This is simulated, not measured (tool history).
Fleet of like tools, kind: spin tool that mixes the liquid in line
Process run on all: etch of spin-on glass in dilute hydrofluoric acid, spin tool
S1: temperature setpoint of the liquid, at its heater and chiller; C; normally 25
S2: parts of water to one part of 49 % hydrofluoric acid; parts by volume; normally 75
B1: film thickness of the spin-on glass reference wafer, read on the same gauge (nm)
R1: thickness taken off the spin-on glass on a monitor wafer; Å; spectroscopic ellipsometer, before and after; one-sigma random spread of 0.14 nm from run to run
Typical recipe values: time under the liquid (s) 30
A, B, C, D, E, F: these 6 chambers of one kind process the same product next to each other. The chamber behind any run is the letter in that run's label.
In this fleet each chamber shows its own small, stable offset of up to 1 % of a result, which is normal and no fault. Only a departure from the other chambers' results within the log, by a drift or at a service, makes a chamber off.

Run 1B, hour 7.7: usual settings; B1 79.984. Result: R1 206.100 Å.
Run 2D, hour 13.9: usual settings; B1 80.023. Result: R1 207.980 Å.
Run 3E, hour 23.4: usual settings; B1 79.979. Result: R1 205.390 Å.
Run 4C, hour 31.6: usual settings; B1 80.006. Result: R1 209.130 Å.
Run 5A, hour 38.6: usual settings; B1 79.971. Result: R1 209.690 Å.
Run 6F, hour 45.6: usual settings; B1 80.000. Result: R1 208.720 Å.
Run 7E, hour 51.0: usual settings; B1 80.012. Result: R1 208.970 Å.
At hour 57.5: chamber E: thermometer replaced.
Run 8C, hour 59.7: usual settings; B1 79.994. Result: R1 207.400 Å.
Run 9D, hour 67.9: usual settings; B1 79.999. Result: R1 210.800 Å.
Run 10F, hour 73.5: usual settings; B1 80.026. Result: R1 210.160 Å.
Run 11B, hour 79.1: usual settings; B1 80.002. Result: R1 202.630 Å.
Run 12A, hour 85.6: usual settings; B1 79.978. Result: R1 210.050 Å.
Run 13E, hour 90.4: usual settings; B1 79.995. Result: R1 207.630 Å.
Run 14D, hour 97.1: usual settings; B1 80.034. Result: R1 210.360 Å.
Run 15C, hour 101.6: usual settings; B1 80.034. Result: R1 208.730 Å.
Run 16A, hour 106.0: usual settings; B1 80.023. Result: R1 207.840 Å.
Run 17F, hour 110.3: usual settings; B1 79.968. Result: R1 208.520 Å.
Run 18B, hour 116.9: usual settings; B1 80.030. Result: R1 202.260 Å.
Run 19E, hour 123.3: usual settings; B1 79.971. Result: R1 208.820 Å.
Run 20A, hour 131.5: usual settings; B1 79.983. Result: R1 206.760 Å.
Run 21B, hour 139.0: usual settings but S2 90 parts by volume, time under the liquid (s) 15; B1 80.017. Result: R1 81.500 Å.
Run 22D, hour 146.1: usual settings but S2 90 parts by volume, time under the liquid (s) 15; B1 80.001. Result: R1 85.604 Å.
Run 23F, hour 150.8: usual settings but S2 90 parts by volume, time under the liquid (s) 15; B1 79.993. Result: R1 84.835 Å.
Run 24C, hour 160.3: usual settings but S2 90 parts by volume, time under the liquid (s) 15; B1 79.978. Result: R1 84.747 Å.
Run 25F, hour 166.0: usual settings but S2 90 parts by volume, time under the liquid (s) 15; B1 80.009. Result: R1 84.757 Å.
Run 26A, hour 173.3: usual settings but S2 90 parts by volume, time under the liquid (s) 15; B1 80.003. Result: R1 85.360 Å.
Run 27D, hour 182.5: usual settings; B1 79.995. Result: R1 211.130 Å.
Run 28E, hour 188.8: usual settings; B1 80.020. Result: R1 210.470 Å.
Run 29C, hour 193.7: usual settings; B1 80.006. Result: R1 210.620 Å.
Run 30B, hour 200.7: usual settings; B1 79.966. Result: R1 194.140 Å.
Run 31E, hour 208.3: usual settings; B1 79.976. Result: R1 209.140 Å.
Run 32B, hour 212.9: usual settings; B1 79.998. Result: R1 192.500 Å.
Run 33A, hour 218.9: usual settings but time under the liquid (s) 40; B1 80.003. Result: R1 277.520 Å.
Run 34C, hour 227.4: usual settings but time under the liquid (s) 40; B1 79.969. Result: R1 280.200 Å.
Run 35F, hour 234.9: usual settings but time under the liquid (s) 40; B1 80.019. Result: R1 280.460 Å.
Run 36D, hour 243.8: usual settings but time under the liquid (s) 40; B1 79.986. Result: R1 280.290 Å.
Run 37A, hour 252.7: usual settings but time under the liquid (s) 40; B1 80.008. Result: R1 276.060 Å.

Each of the 6 chambers runs these same settings next. Fill in every chamber's results:
Run 38A, hour 259.5: usual settings. Result: R1 ?.
Run 38B, hour 259.5: usual settings. Result: R1 ?.
Run 38C, hour 259.5: usual settings. Result: R1 ?.
Run 38D, hour 259.5: usual settings. Result: R1 ?.
Run 38E, hour 259.5: usual settings. Result: R1 ?.
Run 38F, hour 259.5: usual settings. Result: R1 ?.

run       R1
38A  210.550
38B  187.680
38C  209.440
38D  211.220
38E  209.250
38F  207.910
